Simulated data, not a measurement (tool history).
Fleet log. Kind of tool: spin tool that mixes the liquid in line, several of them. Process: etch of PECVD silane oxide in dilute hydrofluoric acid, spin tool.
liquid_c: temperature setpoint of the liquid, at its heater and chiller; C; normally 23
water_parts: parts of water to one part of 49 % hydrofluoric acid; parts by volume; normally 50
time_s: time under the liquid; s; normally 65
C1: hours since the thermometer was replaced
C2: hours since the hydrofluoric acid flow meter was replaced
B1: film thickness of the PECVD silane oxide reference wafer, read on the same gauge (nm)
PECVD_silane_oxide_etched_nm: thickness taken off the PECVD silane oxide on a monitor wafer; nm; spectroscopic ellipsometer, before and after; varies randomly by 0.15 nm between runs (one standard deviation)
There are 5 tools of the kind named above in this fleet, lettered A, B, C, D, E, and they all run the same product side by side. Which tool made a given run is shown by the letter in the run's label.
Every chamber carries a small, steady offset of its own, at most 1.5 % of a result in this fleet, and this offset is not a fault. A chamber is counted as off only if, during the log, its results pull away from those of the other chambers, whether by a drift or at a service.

run 1E hour=9.6 | liquid_c=23 water_parts=50 time_s=65 | C1=1309.1 C2=974.7 | B1=30.001 | PECVD_silane_oxide_etched_nm=19.933
run 2D hour=18.5 | liquid_c=23 water_parts=50 time_s=65 | C1=29.4 C2=1155.8 | B1=30.017 | PECVD_silane_oxide_etched_nm=19.822
-- hour=32.6 chamber C: thermometer replaced
run 3A hour=34.7 | liquid_c=23 water_parts=50 time_s=65 | C1=464.7 C2=240.3 | B1=30.005 | PECVD_silane_oxide_etched_nm=19.89
run 4C hour=49.7 | liquid_c=23 water_parts=50 time_s=65 | C1=17.2 C2=534.7 | B1=29.994 | PECVD_silane_oxide_etched_nm=20.016
run 5B hour=61.7 | liquid_c=23 water_parts=50 time_s=65 | C1=695.8 C2=796.2 | B1=29.977 | PECVD_silane_oxide_etched_nm=19.918
run 6A hour=73.7 | liquid_c=23 water_parts=50 time_s=65 | C1=503.7 C2=279.3 | B1=30.026 | PECVD_silane_oxide_etched_nm=19.543
-- hour=78.5 chamber B: thermometer replaced
run 7C hour=84.5 | liquid_c=23 water_parts=50 time_s=65 | C1=52 C2=569.5 | B1=30.012 | PECVD_silane_oxide_etched_nm=20.035
-- hour=91.7 chamber D: hydrofluoric acid flow meter replaced
run 8B hour=100.7 | liquid_c=23 water_parts=50 time_s=65 | C1=22.2 C2=835.2 | B1=29.979 | PECVD_silane_oxide_etched_nm=19.801
run 9E hour=113.8 | liquid_c=23 water_parts=50 time_s=65 | C1=1413.3 C2=1078.9 | B1=30 | PECVD_silane_oxide_etched_nm=19.677
run 10D hour=128.6 | liquid_c=23 water_parts=50 time_s=65 | C1=139.5 C2=36.9 | B1=30.011 | PECVD_silane_oxide_etched_nm=19.778
run 11C hour=136.3 | liquid_c=23 water_parts=50 time_s=65 | C1=103.8 C2=621.3 | B1=29.988 | PECVD_silane_oxide_etched_nm=19.769
run 12D hour=146.6 | liquid_c=23 water_parts=50 time_s=65 | C1=157.5 C2=54.9 | B1=29.998 | PECVD_silane_oxide_etched_nm=19.955
run 13E hour=158.7 | liquid_c=23 water_parts=50 time_s=65 | C1=1458.2 C2=1123.8 | B1=30.023 | PECVD_silane_oxide_etched_nm=19.817
run 14B hour=168.8 | liquid_c=23 water_parts=50 time_s=65 | C1=90.3 C2=903.3 | B1=29.985 | PECVD_silane_oxide_etched_nm=19.812
run 15A hour=180.5 | liquid_c=23 water_parts=50 time_s=65 | C1=610.5 C2=386.1 | B1=29.994 | PECVD_silane_oxide_etched_nm=19.88
run 16A hour=196.5 | liquid_c=23 water_parts=50 time_s=65 | C1=626.5 C2=402.1 | B1=29.999 | PECVD_silane_oxide_etched_nm=19.587
run 17D hour=211.5 | liquid_c=23 water_parts=50 time_s=65 | C1=222.4 C2=119.8 | B1=30.004 | PECVD_silane_oxide_etched_nm=20.075
-- hour=214.1 chamber E: thermometer replaced
run 18B hour=227.2 | liquid_c=23 water_parts=50 time_s=65 | C1=148.7 C2=961.7 | B1=30.006 | PECVD_silane_oxide_etched_nm=19.471
run 19E hour=234.5 | liquid_c=23 water_parts=50 time_s=65 | C1=20.4 C2=1199.6 | B1=30.009 | PECVD_silane_oxide_etched_nm=20.096
run 20C hour=245.2 | liquid_c=23 water_parts=50 time_s=65 | C1=212.7 C2=730.2 | B1=30.015 | PECVD_silane_oxide_etched_nm=20.143
run 21D hour=253.3 | liquid_c=23 water_parts=50 time_s=65 | C1=264.2 C2=161.6 | B1=30 | PECVD_silane_oxide_etched_nm=20.167
run 22E hour=265.4 | liquid_c=23 water_parts=50 time_s=65 | C1=51.3 C2=1230.5 | B1=29.983 | PECVD_silane_oxide_etched_nm=19.93
run 23C hour=279.2 | liquid_c=23 water_parts=50 time_s=65 | C1=246.7 C2=764.2 | B1=30.002 | PECVD_silane_oxide_etched_nm=19.9
run 24A hour=294.3 | liquid_c=26.5 water_parts=50 time_s=100 | C1=724.3 C2=499.9 | B1=30.001 | PECVD_silane_oxide_etched_nm=34.508
run 25B hour=301.5 | liquid_c=26.5 water_parts=50 time_s=100 | C1=223 C2=1036 | B1=29.985 | PECVD_silane_oxide_etched_nm=34.442
-- hour=308.7 chamber A: thermometer replaced
run 26D hour=313.9 | liquid_c=26.5 water_parts=50 time_s=100 | C1=324.8 C2=222.2 | B1=30.018 | PECVD_silane_oxide_etched_nm=35.19
run 27E hour=322.2 | liquid_c=26.5 water_parts=50 time_s=100 | C1=108.1 C2=1287.3 | B1=29.985 | PECVD_silane_oxide_etched_nm=35.699
run 28C hour=335.3 | liquid_c=26.5 water_parts=50 time_s=100 | C1=302.8 C2=820.3 | B1=29.995 | PECVD_silane_oxide_etched_nm=35.072
run 29A hour=351 | liquid_c=23 water_parts=50 time_s=65 | C1=42.4 C2=556.6 | B1=30.001 | PECVD_silane_oxide_etched_nm=19.884
run 30B hour=361.6 | liquid_c=23 water_parts=50 time_s=65 | C1=283.1 C2=1096.1 | B1=29.995 | PECVD_silane_oxide_etched_nm=19.235
run 31D hour=374.2 | liquid_c=27.5 water_parts=35 time_s=65 | C1=385.1 C2=282.5 | B1=30.013 | PECVD_silane_oxide_etched_nm=35.122
run 32A hour=385.5 | liquid_c=27.5 water_parts=35 time_s=65 | C1=76.9 C2=591.1 | B1=29.984 | PECVD_silane_oxide_etched_nm=34.592
run 33C hour=393.1 | liquid_c=27.5 water_parts=35 time_s=65 | C1=360.6 C2=878.1 | B1=29.995 | PECVD_silane_oxide_etched_nm=35.924
run 34E hour=406.7 | liquid_c=27.5 water_parts=35 time_s=65 | C1=192.6 C2=1371.8 | B1=30.002 | PECVD_silane_oxide_etched_nm=34.87
run 35B hour=416 | liquid_c=27.5 water_parts=35 time_s=65 | C1=337.5 C2=1150.5 | B1=30.001 | PECVD_silane_oxide_etched_nm=33.319
run 36C hour=427 | liquid_c=23 water_parts=50 time_s=95 | C1=394.5 C2=912 | B1=30.006 | PECVD_silane_oxide_etched_nm=28.906
run 37B hour=434.6 | liquid_c=23 water_parts=50 time_s=95 | C1=356.1 C2=1169.1 | B1=29.996 | PECVD_silane_oxide_etched_nm=27.92
run 38D hour=444.5 | liquid_c=23 water_parts=50 time_s=95 | C1=455.4 C2=352.8 | B1=29.995 | PECVD_silane_oxide_etched_nm=28.809
run 39A hour=459.6 | liquid_c=23 water_parts=50 time_s=95 | C1=151 C2=665.2 | B1=30.015 | PECVD_silane_oxide_etched_nm=29.059
run 40E hour=472.5 | liquid_c=23 water_parts=50 time_s=95 | C1=258.4 C2=1437.6 | B1=29.986 | PECVD_silane_oxide_etched_nm=29.458
run 41A hour=485.6 | liquid_c=27.5 water_parts=30 time_s=65 | C1=177 C2=691.2 | B1=30.007 | PECVD_silane_oxide_etched_nm=40
run 42D hour=493.4 | liquid_c=27.5 water_parts=30 time_s=65 | C1=504.3 C2=401.7 | B1=29.999 | PECVD_silane_oxide_etched_nm=40.643
run 43C hour=509.1 | liquid_c=27.5 water_parts=30 time_s=65 | C1=476.6 C2=994.1 | B1=30.002 | PECVD_silane_oxide_etched_nm=41.52

Next, all 5 chambers run the settings below, one line each with question marks for the results. What does each chamber give?
run 44A hour=520.8 | liquid_c=23 water_parts=50 time_s=100 | PECVD_silane_oxide_etched_nm=?
run 44B hour=520.8 | liquid_c=23 water_parts=50 time_s=100 | PECVD_silane_oxide_etched_nm=?
run 44C hour=520.8 | liquid_c=23 water_parts=50 time_s=100 | PECVD_silane_oxide_etched_nm=?
run 44D hour=520.8 | liquid_c=23 water_parts=50 time_s=100 | PECVD_silane_oxide_etched_nm=?
run 44E hour=520.8 | liquid_c=23 water_parts=50 time_s=100 | PECVD_silane_oxide_etched_nm=?

run=44A PECVD_silane_oxide_etched_nm=30.258
run=44B PECVD_silane_oxide_etched_nm=28.532
run=44C PECVD_silane_oxide_etched_nm=31.103
run=44D PECVD_silane_oxide_etched_nm=30.706
run=44E PECVD_silane_oxide_etched_nm=30.82
